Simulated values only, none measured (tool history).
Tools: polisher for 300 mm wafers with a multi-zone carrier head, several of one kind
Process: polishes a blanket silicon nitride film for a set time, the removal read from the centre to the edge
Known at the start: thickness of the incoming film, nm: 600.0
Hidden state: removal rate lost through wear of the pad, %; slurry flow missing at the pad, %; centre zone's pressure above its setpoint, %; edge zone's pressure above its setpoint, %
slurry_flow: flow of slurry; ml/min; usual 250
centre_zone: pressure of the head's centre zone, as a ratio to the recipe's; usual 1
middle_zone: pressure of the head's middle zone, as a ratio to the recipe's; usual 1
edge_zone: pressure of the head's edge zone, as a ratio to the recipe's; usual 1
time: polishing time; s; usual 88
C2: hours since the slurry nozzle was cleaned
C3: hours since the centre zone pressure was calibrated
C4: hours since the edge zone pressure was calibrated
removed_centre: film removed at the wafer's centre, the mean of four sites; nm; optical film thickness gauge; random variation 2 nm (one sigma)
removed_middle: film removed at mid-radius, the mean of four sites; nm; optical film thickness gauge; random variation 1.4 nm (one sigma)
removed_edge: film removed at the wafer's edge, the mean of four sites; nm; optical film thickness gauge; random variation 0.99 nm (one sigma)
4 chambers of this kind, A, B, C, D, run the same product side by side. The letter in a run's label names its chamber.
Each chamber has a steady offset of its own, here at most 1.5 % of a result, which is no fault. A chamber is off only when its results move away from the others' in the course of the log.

run 1C hour=6.8 | slurry_flow=250 centre_zone=1 middle_zone=1 edge_zone=1 time=88 | wafers_polished_on_this_pad=556 C2=556.9 C3=289.9 C4=171.5 | removed_centre=155.51 removed_middle=160.77 removed_edge=157.25
run 2D hour=13.6 | slurry_flow=250 centre_zone=1 middle_zone=1 edge_zone=1 time=88 | wafers_polished_on_this_pad=588 C2=128.6 C3=690.8 C4=130.8 | removed_centre=158.17 removed_middle=156.24 removed_edge=156.85
run 3A hour=18.2 | slurry_flow=250 centre_zone=1 middle_zone=1 edge_zone=1 time=88 | wafers_polished_on_this_pad=499 C2=165.8 C3=804.3 C4=971.7 | removed_centre=160.25 removed_middle=159.55 removed_edge=160.16
run 4B hour=24.3 | slurry_flow=250 centre_zone=1 middle_zone=1 edge_zone=1 time=88 | wafers_polished_on_this_pad=384 C2=133.4 C3=663.1 C4=570.7 | removed_centre=156.74 removed_middle=159.18 removed_edge=161.36
run 5D hour=30.3 | slurry_flow=250 centre_zone=1 middle_zone=1 edge_zone=1 time=88 | wafers_polished_on_this_pad=688 C2=145.3 C3=707.5 C4=147.5 | removed_centre=157.04 removed_middle=156.5 removed_edge=157.05
-- hour=35.1 chamber A: slurry nozzle cleaned
run 6C hour=37.7 | slurry_flow=250 centre_zone=1 middle_zone=1 edge_zone=1 time=88 | wafers_polished_on_this_pad=742 C2=587.8 C3=320.8 C4=202.4 | removed_centre=158.25 removed_middle=159.95 removed_edge=157.47
run 7A hour=42.5 | slurry_flow=250 centre_zone=1 middle_zone=1 edge_zone=1 time=88 | wafers_polished_on_this_pad=645 C2=7.5 C3=828.6 C4=996 | removed_centre=158.17 removed_middle=157.57 removed_edge=161.02
run 8B hour=46.5 | slurry_flow=285 centre_zone=1 middle_zone=1 edge_zone=1 time=88 | wafers_polished_on_this_pad=518 C2=155.6 C3=685.3 C4=592.9 | removed_centre=163.44 removed_middle=160.47 removed_edge=163.23
run 9A hour=55.5 | slurry_flow=285 centre_zone=1 middle_zone=1 edge_zone=1 time=88 | wafers_polished_on_this_pad=723 C2=20.5 C3=841.6 C4=1009 | removed_centre=164.71 removed_middle=161.55 removed_edge=161.9
-- hour=57.5 chamber B: worn pad replaced by a new one
run 10D hour=60.1 | slurry_flow=285 centre_zone=1 middle_zone=1 edge_zone=1 time=88 | wafers_polished_on_this_pad=867 C2=175.1 C3=737.3 C4=177.3 | removed_centre=161.73 removed_middle=159.86 removed_edge=158.66
-- hour=61.8 chamber D: worn pad replaced by a new one
run 11C hour=66.2 | slurry_flow=285 centre_zone=1 middle_zone=1 edge_zone=1 time=88 | wafers_polished_on_this_pad=913 C2=616.3 C3=349.3 C4=230.9 | removed_centre=156.13 removed_middle=161.22 removed_edge=158.92
run 12B hour=75 | slurry_flow=250 centre_zone=1 middle_zone=1 edge_zone=1 time=88 | wafers_polished_on_this_pad=105 C2=184.1 C3=713.8 C4=621.4 | removed_centre=156.92 removed_middle=158.19 removed_edge=160.95
run 13B hour=81.4 | slurry_flow=250 centre_zone=1 middle_zone=1 edge_zone=1 time=88 | wafers_polished_on_this_pad=144 C2=190.5 C3=720.2 C4=627.8 | removed_centre=159.35 removed_middle=160.69 removed_edge=158.95
run 14C hour=88.4 | slurry_flow=250 centre_zone=1 middle_zone=1 edge_zone=1 time=88 | wafers_polished_on_this_pad=1047 C2=638.5 C3=371.5 C4=253.1 | removed_centre=154.35 removed_middle=156 removed_edge=157.53
-- hour=93.2 chamber B: edge zone pressure recalibrated
run 15D hour=95.5 | slurry_flow=325 centre_zone=1.11 middle_zone=1 edge_zone=1 time=88 | wafers_polished_on_this_pad=202 C2=210.5 C3=772.7 C4=212.7 | removed_centre=180.23 removed_middle=162.68 removed_edge=162.29
run 16A hour=103.6 | slurry_flow=325 centre_zone=1.11 middle_zone=1 edge_zone=1 time=88 | wafers_polished_on_this_pad=1012 C2=68.6 C3=889.7 C4=1057.1 | removed_centre=181.35 removed_middle=163.42 removed_edge=161.88
run 17D hour=109.2 | slurry_flow=325 centre_zone=1.11 middle_zone=1 edge_zone=1 time=88 | wafers_polished_on_this_pad=285 C2=224.2 C3=786.4 C4=226.4 | removed_centre=182.58 removed_middle=161.86 removed_edge=162.47
-- hour=115.4 chamber A: centre zone pressure recalibrated
run 18A hour=117.8 | slurry_flow=325 centre_zone=1.11 middle_zone=1 edge_zone=1 time=88 | wafers_polished_on_this_pad=1097 C2=82.8 C3=2.5 C4=1071.3 | removed_centre=186.31 removed_middle=161.68 removed_edge=163.32
run 19C hour=123.8 | slurry_flow=250 centre_zone=1 middle_zone=1 edge_zone=0.94 time=88 | wafers_polished_on_this_pad=1260 C2=673.9 C3=406.9 C4=288.5 | removed_centre=149.21 removed_middle=156.03 removed_edge=151.63
run 20B hour=129 | slurry_flow=250 centre_zone=1 middle_zone=1 edge_zone=0.94 time=88 | wafers_polished_on_this_pad=430 C2=238.1 C3=767.8 C4=35.8 | removed_centre=162.57 removed_middle=156.69 removed_edge=155.71
-- hour=129.1 chamber C: worn pad replaced by a new one
run 21B hour=133.7 | slurry_flow=250 centre_zone=1 middle_zone=1 edge_zone=0.94 time=88 | wafers_polished_on_this_pad=458 C2=242.8 C3=772.5 C4=40.5 | removed_centre=157.64 removed_middle=159.43 removed_edge=153.51
run 22D hour=139.9 | slurry_flow=250 centre_zone=1 middle_zone=1 edge_zone=0.94 time=88 | wafers_polished_on_this_pad=469 C2=254.9 C3=817.1 C4=257.1 | removed_centre=160.33 removed_middle=160.31 removed_edge=151.53
run 23A hour=146 | slurry_flow=250 centre_zone=1 middle_zone=1 edge_zone=1 time=88 | wafers_polished_on_this_pad=1267 C2=111 C3=30.7 C4=1099.5 | removed_centre=157.54 removed_middle=157.28 removed_edge=160.24
run 24C hour=150.9 | slurry_flow=250 centre_zone=1 middle_zone=1 edge_zone=1 time=88 | wafers_polished_on_this_pad=131 C2=701 C3=434 C4=315.6 | removed_centre=152.92 removed_middle=155.4 removed_edge=154.98
run 25A hour=155.8 | slurry_flow=250 centre_zone=1 middle_zone=1 edge_zone=1 time=88 | wafers_polished_on_this_pad=1326 C2=120.8 C3=40.5 C4=1109.3 | removed_centre=160.18 removed_middle=160.59 removed_edge=159.34
-- hour=158.2 chamber A: worn pad replaced by a new one
run 26D hour=164.5 | slurry_flow=250 centre_zone=1 middle_zone=1 edge_zone=1 time=88 | wafers_polished_on_this_pad=617 C2=279.5 C3=841.7 C4=281.7 | removed_centre=160.01 removed_middle=158.02 removed_edge=160.17
run 27C hour=169.8 | slurry_flow=250 centre_zone=1 middle_zone=1 edge_zone=1 time=88 | wafers_polished_on_this_pad=244 C2=719.9 C3=452.9 C4=334.5 | removed_centre=154.3 removed_middle=155.09 removed_edge=154.71
-- hour=172.7 chamber B: worn pad replaced by a new one
run 28B hour=177.9 | slurry_flow=250 centre_zone=1 middle_zone=1 edge_zone=1 time=88 | wafers_polished_on_this_pad=31 C2=287 C3=816.7 C4=84.7 | removed_centre=159.18 removed_middle=156.95 removed_edge=160.86
run 29D hour=186 | slurry_flow=250 centre_zone=1 middle_zone=1 edge_zone=1 time=88 | wafers_polished_on_this_pad=746 C2=301 C3=863.2 C4=303.2 | removed_centre=157.27 removed_middle=157.9 removed_edge=158.76
run 30C hour=194.9 | slurry_flow=180 centre_zone=1 middle_zone=1.09 edge_zone=1 time=88 | wafers_polished_on_this_pad=395 C2=745 C3=478 C4=359.6 | removed_centre=139.79 removed_middle=156.69 removed_edge=146.55
run 31A hour=203 | slurry_flow=180 centre_zone=1 middle_zone=1.09 edge_zone=1 time=88 | wafers_polished_on_this_pad=269 C2=168 C3=87.7 C4=1156.5 | removed_centre=148.95 removed_middle=164.74 removed_edge=153.58
-- hour=204.2 chamber D: worn pad replaced by a new one
run 32B hour=209.8 | slurry_flow=180 centre_zone=1 middle_zone=1.09 edge_zone=1 time=88 | wafers_polished_on_this_pad=223 C2=318.9 C3=848.6 C4=116.6 | removed_centre=150.73 removed_middle=161.16 removed_edge=155.42
run 33D hour=218.5 | slurry_flow=180 centre_zone=1 middle_zone=1.09 edge_zone=1 time=88 | wafers_polished_on_this_pad=86 C2=333.5 C3=895.7 C4=335.7 | removed_centre=156.08 removed_middle=166.41 removed_edge=151.88
run 34A hour=223.4 | slurry_flow=250 centre_zone=1 middle_zone=1 edge_zone=1 time=88 | wafers_polished_on_this_pad=392 C2=188.4 C3=108.1 C4=1176.9 | removed_centre=158.44 removed_middle=157.06 removed_edge=161.42
run 35C hour=231.6 | slurry_flow=250 centre_zone=1 middle_zone=1 edge_zone=1 time=88 | wafers_polished_on_this_pad=616 C2=781.7 C3=514.7 C4=396.3 | removed_centre=150.36 removed_middle=151.49 removed_edge=149.94

Is one chamber off against the others, does the gauge drift, or is nothing wrong? If a chamber is off, say which, and what the likeliest cause is.

Chamber C drifts away from the others.
Cause: slurry flow missing at the pad, % = 36.4.

Here are 4 candidates for chamber C's next run, each the usual settings with a change, their results left as question marks. Which one brings its results back in line with what the others give on the usual settings?
In line means no further than this from the other chambers' mean on the usual settings: removed_centre 7.1 nm; removed_middle 4.7 nm; removed_edge 3.5 nm
run 36C-1 hour=238 | slurry_flow=255 centre_zone=1.02 middle_zone=0.99 edge_zone=1 time=93 | removed_centre=? removed_middle=? removed_edge=?
run 36C-2 hour=238 | slurry_flow=250 centre_zone=1.01 middle_zone=1 edge_zone=1 time=90 | removed_centre=? removed_middle=? removed_edge=?
run 36C-3 hour=238 | slurry_flow=250 centre_zone=0.99 middle_zone=1 edge_zone=1 time=86 | removed_centre=? removed_middle=? removed_edge=?
run 36C-4 hour=238 | slurry_flow=245 centre_zone=0.98 middle_zone=1.01 edge_zone=1 time=83 | removed_centre=? removed_middle=? removed_edge=?

The other chambers' mean on the usual settings: removed_centre 158.79 nm; removed_middle 158.41 nm; removed_edge 159.95 nm
run=36C-1 removed_centre=158.97 removed_middle=158.57 removed_edge=159.69
run=36C-2 removed_centre=151.62 removed_middle=154.34 removed_edge=154.12
run=36C-3 removed_centre=141.75 removed_middle=147.5 removed_edge=147.27
run=36C-4 removed_centre=134.76 removed_middle=143.14 removed_edge=141.74
36C-1 brings the chamber back in line.

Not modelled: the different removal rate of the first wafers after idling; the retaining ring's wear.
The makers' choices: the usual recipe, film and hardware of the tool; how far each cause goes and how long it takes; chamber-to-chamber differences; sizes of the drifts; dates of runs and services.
